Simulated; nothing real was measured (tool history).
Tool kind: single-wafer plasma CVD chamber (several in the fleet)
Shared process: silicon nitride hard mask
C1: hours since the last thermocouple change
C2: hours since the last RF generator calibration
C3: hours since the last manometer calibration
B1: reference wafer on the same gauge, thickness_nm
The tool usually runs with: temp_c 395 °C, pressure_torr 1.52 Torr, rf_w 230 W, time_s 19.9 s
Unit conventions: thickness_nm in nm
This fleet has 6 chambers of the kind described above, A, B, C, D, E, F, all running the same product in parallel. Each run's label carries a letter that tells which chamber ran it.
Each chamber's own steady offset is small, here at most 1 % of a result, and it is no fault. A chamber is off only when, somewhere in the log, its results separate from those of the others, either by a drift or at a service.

Run 1C, day 0.250: usual settings; C1 812.3; C2 49.0; C3 1025.4; B1 16.978. Result: thickness_nm 18.714 nm.
Run 2B, day 0.646: usual settings; C1 129.6; C2 748.5; C3 1872.5; B1 16.998. Result: thickness_nm 18.930 nm.
Run 3A, day 0.962: usual settings; C1 157.8; C2 1325.2; C3 670.4; B1 16.990. Result: thickness_nm 18.675 nm.
Run 4E, day 1.238: usual settings; C1 494.5; C2 1270.5; C3 1019.0; B1 17.025. Result: thickness_nm 18.811 nm.
Run 5F, day 1.567: usual settings; C1 1309.9; C2 1072.5; C3 994.0; B1 16.991. Result: thickness_nm 18.708 nm.
Run 6D, day 1.800: usual settings; C1 242.5; C2 709.5; C3 538.3; B1 17.014. Result: thickness_nm 18.965 nm.
Run 7D, day 2.067: usual settings but temp_c 388 °C; C1 248.9; C2 715.9; C3 544.7; B1 16.995. Result: thickness_nm 18.882 nm.
Run 8B, day 2.267: usual settings but temp_c 388 °C; C1 168.5; C2 787.4; C3 1911.4; B1 17.009. Result: thickness_nm 18.884 nm.
Run 9F, day 2.488: usual settings but temp_c 388 °C; C1 1332.0; C2 1094.6; C3 1016.1; B1 17.003. Result: thickness_nm 19.029 nm.
Run 10E, day 2.721: usual settings but temp_c 388 °C; C1 530.1; C2 1306.1; C3 1054.6; B1 17.003. Result: thickness_nm 18.882 nm.
Run 11C, day 3.012: usual settings but temp_c 388 °C; C1 878.6; C2 115.3; C3 1091.7; B1 17.014. Result: thickness_nm 18.849 nm.
Run 12A, day 3.283: usual settings but temp_c 388 °C; C1 213.5; C2 1380.9; C3 726.1; B1 16.982. Result: thickness_nm 18.933 nm.
Run 13E, day 3.592: usual settings; C1 551.0; C2 1327.0; C3 1075.5; B1 17.001. Result: thickness_nm 18.907 nm.
Run 14F, day 3.912: usual settings; C1 1366.2; C2 1128.8; C3 1050.3; B1 16.986. Result: thickness_nm 18.595 nm.
At day 4.038: chamber F: thermocouple changed; heater temperature recalibrated.
At day 4.150: chamber A: RF generator calibrated.
Run 15A, day 4.288: usual settings; C1 237.6; C2 3.4; C3 750.2; B1 17.000. Result: thickness_nm 18.568 nm.
Run 16B, day 4.571: usual settings; C1 223.8; C2 842.7; C3 1966.7; B1 17.010. Result: thickness_nm 18.780 nm.
Run 17C, day 4.800: usual settings; C1 921.5; C2 158.2; C3 1134.6; B1 16.990. Result: thickness_nm 18.790 nm.
Run 18D, day 5.029: usual settings; C1 320.0; C2 787.0; C3 615.8; B1 17.003. Result: thickness_nm 18.696 nm.
Run 19E, day 5.325: usual settings; C1 592.6; C2 1368.6; C3 1117.1; B1 16.999. Result: thickness_nm 18.709 nm.
Run 20D, day 5.696: usual settings; C1 336.0; C2 803.0; C3 631.8; B1 16.998. Result: thickness_nm 18.730 nm.
At day 5.896: chamber B: capacitance manometer re-zeroed and calibrated.
Run 21F, day 6.108: usual settings but pressure_torr 1.67 Torr, rf_w 270 W; C1 49.8; C2 1181.5; C3 1103.0; B1 17.000. Result: thickness_nm 21.237 nm.
Run 22A, day 6.517: usual settings but pressure_torr 1.67 Torr, rf_w 270 W; C1 291.1; C2 56.9; C3 803.7; B1 17.007. Result: thickness_nm 21.290 nm.
Run 23C, day 6.754: usual settings but pressure_torr 1.67 Torr, rf_w 270 W; C1 968.4; C2 205.1; C3 1181.5; B1 17.014. Result: thickness_nm 21.545 nm.
Run 24B, day 7.038: usual settings but pressure_torr 1.67 Torr, rf_w 270 W; C1 283.0; C2 901.9; C3 27.5; B1 16.998. Result: thickness_nm 21.725 nm.
At day 7.071: chamber B: RF generator calibrated.
Run 25A, day 7.367: usual settings but pressure_torr 1.67 Torr, rf_w 270 W; C1 311.5; C2 77.3; C3 824.1; B1 16.999. Result: thickness_nm 21.521 nm.
Run 26B, day 7.746: usual settings but pressure_torr 1.67 Torr, rf_w 270 W; C1 300.0; C2 16.3; C3 44.5; B1 17.019. Result: thickness_nm 21.673 nm.
Run 27F, day 8.033: usual settings; C1 96.0; C2 1227.7; C3 1149.2; B1 17.031. Result: thickness_nm 18.343 nm.
Run 28D, day 8.225: usual settings; C1 396.7; C2 863.7; C3 692.5; B1 16.988. Result: thickness_nm 18.879 nm.
Run 29E, day 8.425: usual settings; C1 667.0; C2 1443.0; C3 1191.5; B1 17.002. Result: thickness_nm 18.882 nm.
Run 30C, day 8.662: usual settings; C1 1014.2; C2 250.9; C3 1227.3; B1 17.005. Result: thickness_nm 18.786 nm.
Run 31F, day 8.850: usual settings but rf_w 250 W; C1 115.6; C2 1247.3; C3 1168.8; B1 17.010. Result: thickness_nm 19.266 nm.
Run 32B, day 9.133: usual settings but rf_w 250 W; C1 333.3; C2 49.6; C3 77.8; B1 16.987. Result: thickness_nm 20.102 nm.
Run 33D, day 9.417: usual settings but rf_w 250 W; C1 425.3; C2 892.3; C3 721.1; B1 16.985. Result: thickness_nm 20.070 nm.
Run 34E, day 9.704: usual settings but rf_w 250 W; C1 697.7; C2 1473.7; C3 1222.2; B1 17.010. Result: thickness_nm 20.011 nm.
Run 35A, day 9.900: usual settings but rf_w 250 W; C1 372.3; C2 138.1; C3 884.9; B1 17.016. Result: thickness_nm 19.759 nm.
Run 36C, day 10.196: usual settings but rf_w 250 W; C1 1051.0; C2 287.7; C3 1264.1; B1 17.006. Result: thickness_nm 19.946 nm.
Run 37B, day 10.462: usual settings; C1 365.2; C2 81.5; C3 109.7; B1 16.999. Result: thickness_nm 18.684 nm.
Run 38C, day 10.858: usual settings; C1 1066.9; C2 303.6; C3 1280.0; B1 17.026. Result: thickness_nm 18.656 nm.
Run 39D, day 11.129: usual settings; C1 466.4; C2 933.4; C3 762.2; B1 16.989. Result: thickness_nm 18.821 nm.
Run 40F, day 11.325: usual settings; C1 175.0; C2 1306.7; C3 1228.2; B1 16.968. Result: thickness_nm 17.728 nm.

Read the log: is a single chamber off, either drifting away or since a service, is the gauge that measures every chamber drifting, or is nothing wrong beyond small per-chamber offsets? Name any odd chamber and what most likely caused it.

It is chamber F that slowly wanders off from its peers.
Most likely cause: delivered RF power below the setpoint (%) = 8.09.

Here are 4 candidates for chamber F's next run, each the usual settings with a change, their results left as question marks. Which one brings its results back in line with what the others give on the usual settings?
In-line tolerance around the mean of the other chambers on the usual settings: thickness_nm 0.320 nm
Run 41F-1, day 11.621: usual settings but pressure_torr 1.58 Torr, rf_w 245 W. Result: thickness_nm ?.
Run 41F-2, day 11.621: usual settings but time_s 17.7 s. Result: thickness_nm ?.
Run 41F-3, day 11.621: usual settings but pressure_torr 1.48 Torr, time_s 18.9 s. Result: thickness_nm ?.
Run 41F-4, day 11.621: usual settings but time_s 22.3 s. Result: thickness_nm ?.

Average result of the remaining chambers running the usual settings: thickness_nm 18.785 nm
  run  thickness_nm
41F-1        18.738
41F-2        15.748
41F-3        16.683
41F-4        19.830
With 41F-1, the chamber falls back in line with the rest.

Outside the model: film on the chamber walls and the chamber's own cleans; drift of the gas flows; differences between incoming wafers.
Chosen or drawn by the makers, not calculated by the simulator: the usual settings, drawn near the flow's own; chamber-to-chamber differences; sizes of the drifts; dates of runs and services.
